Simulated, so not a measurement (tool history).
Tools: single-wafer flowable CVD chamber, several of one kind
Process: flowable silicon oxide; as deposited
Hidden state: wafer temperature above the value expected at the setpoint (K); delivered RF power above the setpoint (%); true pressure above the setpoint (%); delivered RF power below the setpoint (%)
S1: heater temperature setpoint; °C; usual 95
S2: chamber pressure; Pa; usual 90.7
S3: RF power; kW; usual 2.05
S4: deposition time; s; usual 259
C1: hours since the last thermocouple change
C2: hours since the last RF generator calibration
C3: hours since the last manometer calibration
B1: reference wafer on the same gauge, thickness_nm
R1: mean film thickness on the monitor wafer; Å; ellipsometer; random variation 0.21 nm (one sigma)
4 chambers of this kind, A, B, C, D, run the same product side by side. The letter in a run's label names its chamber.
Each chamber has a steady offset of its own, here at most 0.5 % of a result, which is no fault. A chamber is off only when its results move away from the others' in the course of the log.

| run | hour | S1 | S2 | S3 | S4 | C1 | C2 | C3 | B1 | R1 |
|---|---|---|---|---|---|---|---|---|---|---|
| 1C | 10 | 95 | 90.7 | 2.05 | 259 | 774.2 | 2271.8 | 568.2 | 140.04 | 1495.3 |
| 2D | 21.5 | 95 | 90.7 | 2.05 | 259 | 46.4 | 464.8 | 179 | 139.93 | 1490.4 |
| 3B | 32.8 | 95 | 90.7 | 2.05 | 259 | 150.5 | 1454.6 | 686.1 | 139.93 | 1500.4 |
| 4A | 39.3 | 95 | 90.7 | 2.05 | 259 | 1165.5 | 721.1 | 1619 | 139.9 | 1497.7 |
| 5A | 49.2 | 95 | 90.7 | 2.05 | 259 | 1175.4 | 731 | 1628.9 | 139.82 | 1496.3 |
| 6B | 60.2 | 95 | 90.7 | 2.05 | 259 | 177.9 | 1482 | 713.5 | 139.78 | 1494.4 |
| 7D | 65.7 | 95 | 90.7 | 2.05 | 259 | 90.6 | 509 | 223.2 | 139.77 | 1489.5 |
| 8C | 75.6 | 95 | 90.7 | 2.05 | 259 | 839.8 | 2337.4 | 633.8 | 139.7 | 1490 |
| 9B | 83.7 | 95 | 98.4 | 2.05 | 259 | 201.4 | 1505.5 | 737 | 139.72 | 1673.1 |
| 10A | 89 | 95 | 98.4 | 2.05 | 259 | 1215.2 | 770.8 | 1668.7 | 139.7 | 1669.9 |
| 11C | 94.9 | 95 | 98.4 | 2.05 | 259 | 859.1 | 2356.7 | 653.1 | 139.64 | 1663.3 |
| 12D | 103.6 | 95 | 98.4 | 2.05 | 259 | 128.5 | 546.9 | 261.1 | 139.65 | 1659.4 |
| 13B | 112.3 | 95 | 90.7 | 1.81 | 259 | 230 | 1534.1 | 765.6 | 139.64 | 1454.2 |
| 14D | 118.4 | 95 | 90.7 | 1.81 | 259 | 143.3 | 561.7 | 275.9 | 139.64 | 1454.7 |
| 15A | 127.7 | 95 | 90.7 | 1.81 | 259 | 1253.9 | 809.5 | 1707.4 | 139.57 | 1458.5 |
| 16C | 139 | 95 | 90.7 | 1.81 | 259 | 903.2 | 2400.8 | 697.2 | 139.52 | 1450.2 |
| 17D | 147.5 | 95 | 90.7 | 2.05 | 259 | 172.4 | 590.8 | 305 | 139.5 | 1492.1 |
| 18C | 153.7 | 95 | 90.7 | 2.05 | 259 | 917.9 | 2415.5 | 711.9 | 139.51 | 1490.3 |
| 19A | 161.3 | 95 | 90.7 | 2.05 | 259 | 1287.5 | 843.1 | 1741 | 139.49 | 1493.8 |
| 20B | 169.2 | 95 | 90.7 | 2.05 | 259 | 286.9 | 1591 | 822.5 | 139.43 | 1493.2 |
| 21B | 180.9 | 95 | 90.7 | 2.05 | 259 | 298.6 | 1602.7 | 834.2 | 139.36 | 1494.1 |
| 22D | 191.4 | 95 | 90.7 | 2.05 | 259 | 216.3 | 634.7 | 348.9 | 139.38 | 1490.5 |
| 23C | 201.3 | 95 | 90.7 | 2.05 | 259 | 965.5 | 2463.1 | 759.5 | 139.34 | 1493.5 |
| 24A | 208.2 | 95 | 107.5 | 2.05 | 300 | 1334.4 | 890 | 1787.9 | 139.35 | 2157.3 |
| 25B | 215.6 | 95 | 107.5 | 2.05 | 300 | 333.3 | 1637.4 | 868.9 | 139.31 | 2165.1 |
| 26C | 226.5 | 95 | 107.5 | 2.05 | 300 | 990.7 | 2488.3 | 784.7 | 139.27 | 2154.6 |
| 27A | 233.2 | 95 | 107.5 | 2.05 | 300 | 1359.4 | 915 | 1812.9 | 139.24 | 2160.1 |

What goes on in this fleet: one chamber off, a drifting gauge, or nothing beyond the chambers' own small offsets? Name the chamber and the cause, if any.

The gauge drifts, so all chambers seem to drift together. No chamber is off.
Cause: gauge reads low (%) = 0.568.
